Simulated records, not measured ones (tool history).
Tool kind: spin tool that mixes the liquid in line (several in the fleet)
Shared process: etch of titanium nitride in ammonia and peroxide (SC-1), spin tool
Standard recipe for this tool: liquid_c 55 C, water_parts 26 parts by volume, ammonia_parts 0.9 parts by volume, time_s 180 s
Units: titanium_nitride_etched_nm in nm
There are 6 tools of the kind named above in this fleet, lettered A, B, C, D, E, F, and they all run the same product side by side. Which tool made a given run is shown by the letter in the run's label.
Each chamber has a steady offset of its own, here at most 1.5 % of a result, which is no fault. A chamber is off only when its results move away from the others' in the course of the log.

run,day,liquid_c,water_parts,ammonia_parts,time_s,hours since the thermometer was replaced,hours since the ammonia flow meter was replaced,hours since the heated supply line was repaired,hours since the drum of ammonia solution was connected,"read-back film thickness of the titanium nitride reference wafer, read on the same gauge (nm)",titanium_nitride_etched_nm
1C,0.225,55,26,0.9,180,1156.6,1649.5,3625.5,413.7,70.01,12.792
2E,0.367,55,26,0.9,180,928.3,511,137.1,309.9,69.971,13.102
3B,0.504,55,26,0.9,180,455.1,1418.5,1687.8,44.8,69.998,12.794
4F,0.654,55,26,0.9,180,244,747.9,1790.7,518.9,69.977,12.979
5D,0.792,55,26,0.9,180,1557.2,388.8,118.5,326.3,69.991,13.017
6A,0.95,55,26,0.9,180,572.9,634.7,81.4,213.2,70.047,13.002
7D,1.104,48.5,30,0.9,180,1564.7,396.3,126,333.8,70.038,7.6357
8F,1.354,48.5,30,0.9,180,260.8,764.7,1807.5,535.7,70.006,7.5926
9C,1.471,48.5,30,0.9,180,1186.5,1679.4,3655.4,443.6,69.996,7.5554
10E,1.662,48.5,30,0.9,180,959.4,542.1,168.2,341,69.973,7.6586
11B,1.846,48.5,30,0.9,180,487.3,1450.7,1720,77,69.973,7.531
12A,2.021,48.5,30,0.9,180,598.6,660.4,107.1,238.9,69.97,7.7124
13D,2.279,55,26,0.9,180,1592.9,424.5,154.2,362,69.958,13.104
14F,2.521,55,26,0.9,180,288.8,792.7,1835.5,563.7,69.993,12.987
15E,2.762,55,26,0.9,235,985.8,568.5,194.6,367.4,70.007,17.109
# day 2.85: chamber B: heated supply line repaired
# day 2.942: chamber C: heated supply line repaired
16B,3.021,55,26,0.9,235,515.5,1478.9,4.1,105.2,69.943,16.848
17C,3.15,55,26,0.9,235,1226.8,1719.7,5,483.9,69.994,16.59
18A,3.283,55,26,0.9,235,628.9,690.7,137.4,269.2,69.961,17.427
19A,3.458,55,26,0.9,235,633.1,694.9,141.6,273.4,69.992,17.404
20C,3.696,55,26,0.9,235,1239.9,1732.8,18.1,497,70.032,16.737
21B,3.904,55,26,0.9,180,536.7,1500.1,25.3,126.4,70.063,12.741
22E,4.112,55,26,0.9,180,1018.2,600.9,227,399.8,70.001,13.028
23F,4.346,55,26,0.9,180,332.6,836.5,1879.3,607.5,70.011,13.071
24D,4.558,55,26,0.9,180,1647.6,479.2,208.9,416.7,69.984,13.129
# day 4.583: chamber C: new drum of ammonia solution connected
25D,4.812,55,26,0.9,180,1653.7,485.3,215,422.8,69.972,13.029
# day 5: chamber B: ammonia flow meter replaced
26A,5.062,55,22,0.9,180,671.6,733.4,180.1,311.9,69.973,14.654
27F,5.312,55,22,0.9,180,355.8,859.7,1902.5,630.7,70.038,14.323
28B,5.567,55,22,0.9,180,576.6,13.7,65.2,166.3,70.011,14.097
29E,5.75,55,22,0.9,180,1057.5,640.2,266.3,439.1,69.996,14.292
30C,5.938,55,22,0.9,180,1293.7,1786.6,71.9,32.6,70.01,14.074
31B,6.154,55,22,0.9,180,590.7,27.8,79.3,180.4,69.992,14.031
32C,6.396,55,26,0.9,180,1304.7,1797.6,82.9,43.6,69.998,12.787
33A,6.554,55,26,0.9,180,707.4,769.2,215.9,347.7,70.053,13.496
34E,6.688,55,26,0.9,180,1080,662.7,288.8,461.6,70.031,12.92
35D,6.825,55,26,0.9,180,1702,533.6,263.3,471.1,70.03,13.099
36F,7.067,55,26,0.9,180,397.9,901.8,1944.6,672.8,70.013,13.042
37B,7.283,55,26,0.9,180,617.8,54.9,106.4,207.5,70.003,12.86
38E,7.542,55,26,0.9,180,1100.5,683.2,309.3,482.1,69.966,13.028
39D,7.746,55,26,0.9,180,1724.1,555.7,285.4,493.2,69.992,12.987

All 6 chambers run these settings next. Forecast each chamber's results:
40A,7.929,55,26,0.9,180,,,,,,?
40B,7.929,55,26,0.9,180,,,,,,?
40C,7.929,55,26,0.9,180,,,,,,?
40D,7.929,55,26,0.9,180,,,,,,?
40E,7.929,55,26,0.9,180,,,,,,?
40F,7.929,55,26,0.9,180,,,,,,?

run,titanium_nitride_etched_nm
40A,13.663
40B,12.774
40C,12.789
40D,13.11
40E,13.111
40F,12.965
